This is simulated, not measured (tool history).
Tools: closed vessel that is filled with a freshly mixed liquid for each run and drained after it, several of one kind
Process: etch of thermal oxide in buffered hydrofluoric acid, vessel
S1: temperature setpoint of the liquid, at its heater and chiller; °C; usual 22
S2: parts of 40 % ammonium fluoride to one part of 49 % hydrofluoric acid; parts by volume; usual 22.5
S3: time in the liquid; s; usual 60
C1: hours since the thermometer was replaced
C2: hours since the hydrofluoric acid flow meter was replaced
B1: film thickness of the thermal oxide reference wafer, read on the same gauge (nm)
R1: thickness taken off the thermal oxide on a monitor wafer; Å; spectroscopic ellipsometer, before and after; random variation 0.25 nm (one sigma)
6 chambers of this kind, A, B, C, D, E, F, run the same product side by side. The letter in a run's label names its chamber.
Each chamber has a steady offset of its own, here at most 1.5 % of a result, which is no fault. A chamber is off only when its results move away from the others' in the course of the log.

run   hour  S1    S2  S3      C1      C2      B1      R1
 1A   11.2  22  22.5  60  1067.6   117.4   79.99  294.55
 2B   17.9  22  22.5  60    77.6   709.5  80.009  292.12
 3F   28.8  22  22.5  60   569.6  2150.5  80.005  296.61
 4C   37.2  22  22.5  60  1043.4   507.9  79.985  289.72
      37.3  -- chamber C: thermometer replaced
 5D   43.6  22  22.5  60  2382.1  1156.3  79.986  293.76
 6E   54.2  22  22.5  60  1783.6   714.9  79.999  288.78
      56.1  -- chamber C: hydrofluoric acid flow meter replaced
 7B   65.8  22  22.5  60   125.5   757.4  79.978  294.39
 8D     73  22  22.5  60  2411.5  1185.7  80.006  291.44
 9E   80.3  22  22.5  60  1809.7     741  79.985  293.25
10F   89.4  22  22.5  60   630.2  2211.1  79.983  295.77
11A  101.3  22  22.5  60  1157.7   207.5  80.011  293.06
12C  109.3  22  22.5  60    72.1    53.2  79.995  285.37
13F  117.6  22  22.5  60   658.4  2239.3  79.986  295.96
14D  125.9  22  22.5  60  2464.4  1238.6  80.001  287.64
15C  133.2  22    19  60      96    77.1  80.014  333.26
     137.8  -- chamber D: thermometer replaced
16A  140.7  22    19  60  1197.1   246.9  79.998  331.53
17E  152.7  22    19  60  1882.1   813.4  79.999  332.39
18B  163.9  22    19  60   223.6   855.5  80.009  338.47
19E  175.6  22    19  60    1905   836.3  79.995  335.95
20C  184.9  22    19  60   147.7   128.8   79.99  328.11
21D  194.5  22  22.5  60    56.8  1307.2  80.015  294.05
22B  203.2  22  22.5  60   262.9   894.8  80.003  293.02
23A    213  22  22.5  60  1269.4   319.2  80.009  283.68
24F  218.7  22  22.5  60   759.5  2340.4   79.99  298.11
25E  229.5  22  22.5  60  1958.9   890.2  79.973  287.31
26D  236.7  22  22.5  60      99  1349.4  80.009  295.82
27C  242.7  22  22.5  60   205.5   186.6  80.011  290.19
28A  252.7  22  22.5  60  1309.1   358.9  80.003  276.08
29F  259.9  22  22.5  60   800.7  2381.6   80.01  299.58
30B  269.5  22  22.5  60   329.2   961.1  80.014  294.73
31D  279.8  22  22.5  60   142.1  1392.5  79.972  292.26
32F  288.8  22  22.5  60   829.6  2410.5  80.008  299.86
33B  297.7  22  22.5  60   357.4   989.3  79.994  297.19
34C  308.9  22  22.5  60   271.7   252.8  79.989  290.22
35A  319.6  22  22.5  60    1376   425.8  79.984   277.7
36E  327.5  22  22.5  60  2056.9   988.2  80.005  290.83
37D  339.2  22  22.5  60   201.5  1451.9  79.964  298.62
38C  350.4  22  22.5  60   313.2   294.3  80.027  291.67
39F  357.8  22  22.5  60   898.6  2479.5  79.977  297.05

What goes on in this fleet: one chamber off, a drifting gauge, or nothing beyond the chambers' own small offsets? Name the chamber and the cause, if any.

Chamber A drifts away from the others.
Cause: liquid colder than its thermometer reads (K) = 1.3.
The log may not tell that from: hydrofluoric acid flow below the setpoint (%).

Here are 4 candidates for chamber A's next run, each the usual settings with a change, their results left as question marks. Which one brings its results back in line with what the others give on the usual settings?
In line means no further than this from the other chambers' mean on the usual settings: R1 8.8 Å
40A-1  366.5  21.5  23.5  55               ?
40A-2  366.5    22  22.5  55               ?
40A-3  366.5  22.5  21.5  65               ?
40A-4  366.5    22  22.5  65               ?

The other chambers' mean on the usual settings: R1 292.48 Å
  run      R1
40A-1  235.56
40A-2  249.56
40A-3  313.04
40A-4  294.94
40A-4 brings the chamber back in line.

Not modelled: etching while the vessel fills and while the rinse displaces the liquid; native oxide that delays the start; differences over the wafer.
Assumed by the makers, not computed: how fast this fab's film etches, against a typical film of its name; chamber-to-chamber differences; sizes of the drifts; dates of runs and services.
